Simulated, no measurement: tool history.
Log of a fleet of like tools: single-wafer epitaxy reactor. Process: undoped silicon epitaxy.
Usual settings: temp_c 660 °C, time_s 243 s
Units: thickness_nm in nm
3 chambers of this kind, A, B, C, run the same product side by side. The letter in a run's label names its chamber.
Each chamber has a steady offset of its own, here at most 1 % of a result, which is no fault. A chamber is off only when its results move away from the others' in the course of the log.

run	hour	temp_c	time_s	read-back reference wafer on the same gauge, thickness_nm	thickness_nm
1C	3.1	660	243	56.893	50.563
2B	9.7	660	243	56.891	51.179
3A	16.1	660	243	56.883	50.848
4A	22.2	660	243	56.907	50.880
5C	27.3	660	243	56.882	50.415
6B	30.9	660	243	56.897	51.011
7C	34.5	660	243	56.922	50.292
8A	38.1	660	243	56.954	50.715
9B	43.8	654	243	56.868	44.843
10C	48.9	654	243	56.872	44.411
11B	53.3	654	243	56.914	44.824
12A	58.3	660	243	56.917	50.965
13A	62.9	672	274	56.873	73.651
14B	69.0	672	274	56.867	74.064
15C	72.0	672	274	56.901	72.801
16A	75.5	660	243	56.905	50.626
17C	80.4	660	243	56.931	50.466
18B	86.5	660	243	56.954	50.906
19A	90.5	647	284	56.934	44.900
20C	95.2	647	284	56.918	44.552
21B	99.3	647	284	56.873	45.233
22A	103.9	660	260	56.959	54.159
23C	107.4	660	260	56.907	54.248
24B	113.7	660	260	56.885	54.729
25A	119.8	660	210	56.898	43.803
26B	123.8	660	210	56.851	44.359
27C	129.8	660	210	56.930	43.484
28A	133.7	660	243	56.929	50.675
29B	138.8	660	243	56.893	51.170
30C	143.3	660	243	56.882	50.355
31B	148.4	670	243	56.898	63.216
32A	154.6	670	243	56.924	62.844
33C	160.5	670	243	56.922	62.016
34B	165.8	660	243	56.893	51.062
35C	169.2	660	243	56.920	50.522
36A	173.6	648	270	56.893	43.497
37C	178.3	648	270	56.907	43.428
38A	182.1	648	270	56.893	43.747
39B	186.2	660	243	56.897	51.219
40B	189.1	660	243	56.928	51.118
41A	193.6	660	243	56.892	50.800

Is one chamber off against the others, does the gauge drift, or is nothing wrong? If a chamber is off, say which, and what the likeliest cause is.

No chamber stands off beyond its own small offset, and the gauge holds steady.
